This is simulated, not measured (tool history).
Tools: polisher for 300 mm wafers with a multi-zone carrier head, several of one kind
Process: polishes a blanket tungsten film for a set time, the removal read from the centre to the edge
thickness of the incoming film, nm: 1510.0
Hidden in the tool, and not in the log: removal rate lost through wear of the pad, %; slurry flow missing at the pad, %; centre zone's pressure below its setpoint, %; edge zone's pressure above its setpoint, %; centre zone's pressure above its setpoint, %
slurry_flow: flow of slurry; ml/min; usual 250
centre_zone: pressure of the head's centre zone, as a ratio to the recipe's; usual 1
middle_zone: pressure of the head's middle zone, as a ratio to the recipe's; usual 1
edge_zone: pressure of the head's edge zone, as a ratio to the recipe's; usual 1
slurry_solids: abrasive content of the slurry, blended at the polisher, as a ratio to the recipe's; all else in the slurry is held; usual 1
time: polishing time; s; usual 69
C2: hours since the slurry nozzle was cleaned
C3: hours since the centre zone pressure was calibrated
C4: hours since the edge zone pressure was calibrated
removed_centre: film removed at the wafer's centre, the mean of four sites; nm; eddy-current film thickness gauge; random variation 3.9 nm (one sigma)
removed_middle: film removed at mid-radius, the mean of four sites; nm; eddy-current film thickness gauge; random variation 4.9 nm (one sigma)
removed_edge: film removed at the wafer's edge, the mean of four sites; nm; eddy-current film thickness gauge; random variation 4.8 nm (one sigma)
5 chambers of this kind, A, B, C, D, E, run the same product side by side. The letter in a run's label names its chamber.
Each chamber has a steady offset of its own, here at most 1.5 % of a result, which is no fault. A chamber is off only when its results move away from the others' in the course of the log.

Run 1E, hour 7.3: usual settings; wafers polished on this pad 480; C2 131.7; C3 205.2; C4 320.5. Result: removed_centre 448.77 nm, removed_middle 459.19 nm, removed_edge 448.93 nm.
At hour 9.4: chamber A: worn pad replaced by a new one.
Run 2A, hour 17.4: usual settings; wafers polished on this pad 79; C2 98; C3 227; C4 427.4. Result: removed_centre 442.96 nm, removed_middle 449.23 nm, removed_edge 449.24 nm.
Run 3D, hour 29.6: usual settings; wafers polished on this pad 820; C2 145.4; C3 74.2; C4 300.5. Result: removed_centre 448.49 nm, removed_middle 446.9 nm, removed_edge 445.72 nm.
At hour 31.6: chamber C: edge zone pressure recalibrated.
Run 4C, hour 41.2: usual settings; wafers polished on this pad 793; C2 383.2; C3 824.6; C4 9.6. Result: removed_centre 443.65 nm, removed_middle 440.33 nm, removed_edge 449.93 nm.
At hour 50.2: chamber C: worn pad replaced by a new one.
At hour 54.4: chamber A: edge zone pressure recalibrated.
Run 5B, hour 57.1: usual settings; wafers polished on this pad 653; C2 87.5; C3 130.3; C4 328.4. Result: removed_centre 447.17 nm, removed_middle 441.09 nm, removed_edge 448.59 nm.
At hour 60.5: chamber B: worn pad replaced by a new one.
Run 6D, hour 71.4: usual settings; wafers polished on this pad 1236; C2 187.2; C3 116; C4 342.3. Result: removed_centre 453.59 nm, removed_middle 448.52 nm, removed_edge 441.83 nm.
At hour 74.9: chamber E: worn pad replaced by a new one.
At hour 85.6: chamber D: worn pad replaced by a new one.
Run 7E, hour 86.3: usual settings; wafers polished on this pad 113; C2 210.7; C3 284.2; C4 399.5. Result: removed_centre 457.43 nm, removed_middle 444.44 nm, removed_edge 455.35 nm.
At hour 89.4: chamber A: worn pad replaced by a new one.
Run 8B, hour 98.4: usual settings; wafers polished on this pad 378; C2 128.8; C3 171.6; C4 369.7. Result: removed_centre 448.54 nm, removed_middle 450.07 nm, removed_edge 442.46 nm.
Run 9C, hour 107.2: usual settings; wafers polished on this pad 567; C2 449.2; C3 890.6; C4 75.6. Result: removed_centre 452.85 nm, removed_middle 452.38 nm, removed_edge 443.95 nm.
Run 10A, hour 115.9: usual settings; wafers polished on this pad 263; C2 196.5; C3 325.5; C4 61.5. Result: removed_centre 449.42 nm, removed_middle 442.99 nm, removed_edge 452.91 nm.
Run 11E, hour 125.3: usual settings; wafers polished on this pad 501; C2 249.7; C3 323.2; C4 438.5. Result: removed_centre 451.71 nm, removed_middle 445.7 nm, removed_edge 450.39 nm.
At hour 132.4: chamber B: worn pad replaced by a new one.
Run 12C, hour 135.4: usual settings; wafers polished on this pad 848; C2 477.4; C3 918.8; C4 103.8. Result: removed_centre 453.15 nm, removed_middle 446.85 nm, removed_edge 446.49 nm.
At hour 145.9: chamber C: worn pad replaced by a new one.
Run 13A, hour 146.2: usual settings; wafers polished on this pad 565; C2 226.8; C3 355.8; C4 91.8. Result: removed_centre 442.17 nm, removed_middle 447.41 nm, removed_edge 448.02 nm.
At hour 152.2: chamber A: worn pad replaced by a new one.
Run 14B, hour 157.9: usual settings but time 46 s; wafers polished on this pad 254; C2 188.3; C3 231.1; C4 429.2. Result: removed_centre 298.54 nm, removed_middle 298.12 nm, removed_edge 294.67 nm.
Run 15D, hour 169.1: usual settings but time 46 s; wafers polished on this pad 831; C2 284.9; C3 213.7; C4 440. Result: removed_centre 299.38 nm, removed_middle 304.81 nm, removed_edge 294.09 nm.
At hour 169.8: chamber E: worn pad replaced by a new one.
Run 16D, hour 182: usual settings but time 46 s; wafers polished on this pad 959; C2 297.8; C3 226.6; C4 452.9. Result: removed_centre 297.44 nm, removed_middle 300.61 nm, removed_edge 294.95 nm.
Run 17B, hour 191.7: usual settings but time 46 s; wafers polished on this pad 590; C2 222.1; C3 264.9; C4 463. Result: removed_centre 297.73 nm, removed_middle 303.8 nm, removed_edge 297.28 nm.
At hour 193.2: chamber C: centre zone pressure recalibrated.
At hour 200: chamber B: worn pad replaced by a new one.
At hour 201.4: chamber D: worn pad replaced by a new one.
Run 18E, hour 203.8: usual settings but time 46 s; wafers polished on this pad 339; C2 328.2; C3 401.7; C4 517. Result: removed_centre 300.13 nm, removed_middle 300.73 nm, removed_edge 295.56 nm.
Run 19C, hour 219.3: usual settings; wafers polished on this pad 731; C2 561.3; C3 26.1; C4 187.7. Result: removed_centre 455 nm, removed_middle 456.99 nm, removed_edge 454.07 nm.
At hour 220.4: chamber A: worn pad replaced by a new one.
At hour 222.1: chamber B: slurry nozzle cleaned.
Run 20A, hour 233.6: usual settings; wafers polished on this pad 131; C2 314.2; C3 443.2; C4 179.2. Result: removed_centre 451.77 nm, removed_middle 450.64 nm, removed_edge 442.22 nm.
At hour 236: chamber C: worn pad replaced by a new one.
At hour 237: chamber E: slurry nozzle cleaned.
Run 21A, hour 249: usual settings; wafers polished on this pad 284; C2 329.6; C3 458.6; C4 194.6. Result: removed_centre 448.08 nm, removed_middle 453.93 nm, removed_edge 452.98 nm.
Run 22B, hour 257.8: usual settings; wafers polished on this pad 575; C2 35.8; C3 331; C4 529.1. Result: removed_centre 446.07 nm, removed_middle 448.68 nm, removed_edge 448.17 nm.
Run 23E, hour 266.3: usual settings; wafers polished on this pad 960; C2 29.3; C3 464.2; C4 579.5. Result: removed_centre 455.93 nm, removed_middle 444.26 nm, removed_edge 445.5 nm.
At hour 268.2: chamber B: worn pad replaced by a new one.
Run 24C, hour 277: usual settings; wafers polished on this pad 408; C2 619; C3 83.8; C4 245.4. Result: removed_centre 445.93 nm, removed_middle 442.89 nm, removed_edge 442.2 nm.
At hour 282: chamber A: worn pad replaced by a new one.
Run 25D, hour 284: usual settings; wafers polished on this pad 822; C2 399.8; C3 328.6; C4 554.9. Result: removed_centre 451.57 nm, removed_middle 450.03 nm, removed_edge 436.68 nm.
At hour 289.5: chamber E: worn pad replaced by a new one.
At hour 295.3: chamber D: centre zone pressure recalibrated.
Run 26C, hour 296.5: usual settings; wafers polished on this pad 602; C2 638.5; C3 103.3; C4 264.9. Result: removed_centre 452.63 nm, removed_middle 458.94 nm, removed_edge 452.34 nm.
Run 27E, hour 310.7: usual settings; wafers polished on this pad 210; C2 73.7; C3 508.6; C4 623.9. Result: removed_centre 452.74 nm, removed_middle 452.74 nm, removed_edge 443.53 nm.
Run 28D, hour 326.5: usual settings; wafers polished on this pad 1245; C2 442.3; C3 31.2; C4 597.4. Result: removed_centre 450.98 nm, removed_middle 444.48 nm, removed_edge 441.62 nm.
At hour 327.5: chamber D: worn pad replaced by a new one.
At hour 328.8: chamber B: centre zone pressure recalibrated.
At hour 329.6: chamber B: worn pad replaced by a new one.
Run 29B, hour 335.3: usual settings; wafers polished on this pad 57; C2 113.3; C3 6.6; C4 606.6. Result: removed_centre 442.13 nm, removed_middle 443.97 nm, removed_edge 444.33 nm.
Run 30A, hour 342.5: usual settings; wafers polished on this pad 602; C2 423.1; C3 552.1; C4 288.1. Result: removed_centre 452.8 nm, removed_middle 439.06 nm, removed_edge 447.34 nm.
Run 31D, hour 352.8: usual settings but middle_zone 0.95; wafers polished on this pad 252; C2 468.6; C3 57.5; C4 623.7. Result: removed_centre 450.69 nm, removed_middle 421.87 nm, removed_edge 448.33 nm.

Is one chamber off against the others, does the gauge drift, or is nothing wrong? If a chamber is off, say which, and what the likeliest cause is.

No chamber stands off beyond its own small offset, and the gauge holds steady.

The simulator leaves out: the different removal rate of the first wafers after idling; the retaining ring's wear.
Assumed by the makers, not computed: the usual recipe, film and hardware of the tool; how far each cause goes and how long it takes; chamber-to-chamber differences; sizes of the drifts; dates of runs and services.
